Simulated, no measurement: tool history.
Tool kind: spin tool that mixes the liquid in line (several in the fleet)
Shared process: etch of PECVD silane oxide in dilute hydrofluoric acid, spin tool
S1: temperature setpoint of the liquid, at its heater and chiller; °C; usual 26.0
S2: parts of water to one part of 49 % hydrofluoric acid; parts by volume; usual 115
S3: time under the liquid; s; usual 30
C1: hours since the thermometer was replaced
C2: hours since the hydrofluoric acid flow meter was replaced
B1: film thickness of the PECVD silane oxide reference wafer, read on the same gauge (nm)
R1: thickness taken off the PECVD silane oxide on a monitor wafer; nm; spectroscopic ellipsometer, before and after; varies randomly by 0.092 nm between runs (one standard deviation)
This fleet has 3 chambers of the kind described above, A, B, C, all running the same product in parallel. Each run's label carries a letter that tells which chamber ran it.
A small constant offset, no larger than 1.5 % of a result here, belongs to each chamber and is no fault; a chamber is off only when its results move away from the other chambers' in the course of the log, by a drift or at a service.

run	hour	S1	S2	S3	C1	C2	B1	R1
1B	3.2	26.0	115	30	1464.3	1210.9	69.998	12.3430
2A	7.7	26.0	115	30	689.9	345.9	70.011	12.3530
3C	12.6	26.0	115	30	213.0	873.3	70.019	12.3220
4A	16.7	26.0	115	30	698.9	354.9	70.010	12.3470
5B	21.6	26.0	115	30	1482.7	1229.3	69.996	12.1870
6C	24.6	26.0	85	40	225.0	885.3	70.009	22.9260
7A	29.2	26.0	85	40	711.4	367.4	69.999	22.8050
8C	33.6	26.0	85	40	234.0	894.3	70.015	23.2030
9B	37.1	26.0	115	30	1498.2	1244.8	69.992	12.5220
10C	40.1	26.0	115	30	240.5	900.8	69.991	12.1870
11A	43.3	26.0	115	30	725.5	381.5	70.011	12.2930
12B	47.0	26.0	115	30	1508.1	1254.7	69.992	12.4110
13A	51.3	26.0	115	30	733.5	389.5	69.994	12.0940
14B	55.2	26.0	115	30	1516.3	1262.9	69.977	12.3570
15C	58.3	26.0	115	30	258.7	919.0	69.994	12.3600
16A	63.4	26.0	115	30	745.6	401.6	70.013	12.3050
17C	68.1	26.0	115	30	268.5	928.8	70.008	12.2550
18B	71.0	26.0	115	30	1532.1	1278.7	70.003	12.4260
19B	74.7	26.0	115	30	1535.8	1282.4	70.005	12.6090
20A	79.0	26.0	80	20	761.2	417.2	70.001	12.2850
21C	82.5	26.0	80	20	282.9	943.2	70.016	12.2900
22C	85.4	26.0	80	20	285.8	946.1	70.001	12.1220
# hour 88.4: chamber B: hydrofluoric acid flow meter replaced
23B	90.3	26.0	165	30	1551.4	2.0	69.996	8.2310
24A	95.2	26.0	165	30	777.4	433.4	69.991	8.0316
25C	98.9	26.0	165	30	299.3	959.6	69.997	8.0789
26B	103.7	26.0	115	30	1564.8	15.4	69.981	12.8070
27A	107.8	26.0	115	30	790.0	446.0	69.997	12.2950
28C	112.2	26.0	115	30	312.6	972.9	69.988	12.2040
29A	115.0	26.0	115	30	797.2	453.2	70.001	12.1750
30B	119.6	26.0	115	30	1580.7	31.3	69.991	12.9300
31B	122.4	26.0	115	30	1583.5	34.1	69.994	12.8830
32A	125.6	26.0	115	30	807.8	463.8	70.008	12.3050
33C	130.1	26.0	115	30	330.5	990.8	70.012	12.1690
34B	133.8	23.5	115	30	1594.9	45.5	70.014	11.7100
35A	137.6	23.5	115	30	819.8	475.8	69.996	11.1310
36C	142.1	23.5	115	30	342.5	1002.8	69.993	10.9930
37B	146.8	26.0	115	30	1607.9	58.5	70.008	12.8290
38A	151.6	26.0	115	30	833.8	489.8	70.006	12.1880
39C	154.9	26.0	115	30	355.3	1015.6	69.990	12.3460
40B	158.4	26.0	115	30	1619.5	70.1	70.010	13.0250
41A	162.7	26.0	115	30	844.9	500.9	70.017	12.1700
42C	167.2	26.0	115	30	367.6	1027.9	69.999	12.2490
43A	172.2	26.0	115	30	854.4	510.4	69.978	12.2930

Predict what each chamber gives when all 3 of them run the settings below next.
44A	175.9	29.0	115	30				?
44B	175.9	29.0	115	30				?
44C	175.9	29.0	115	30				?

run	R1
44A	13.7350
44B	14.5080
44C	13.7160
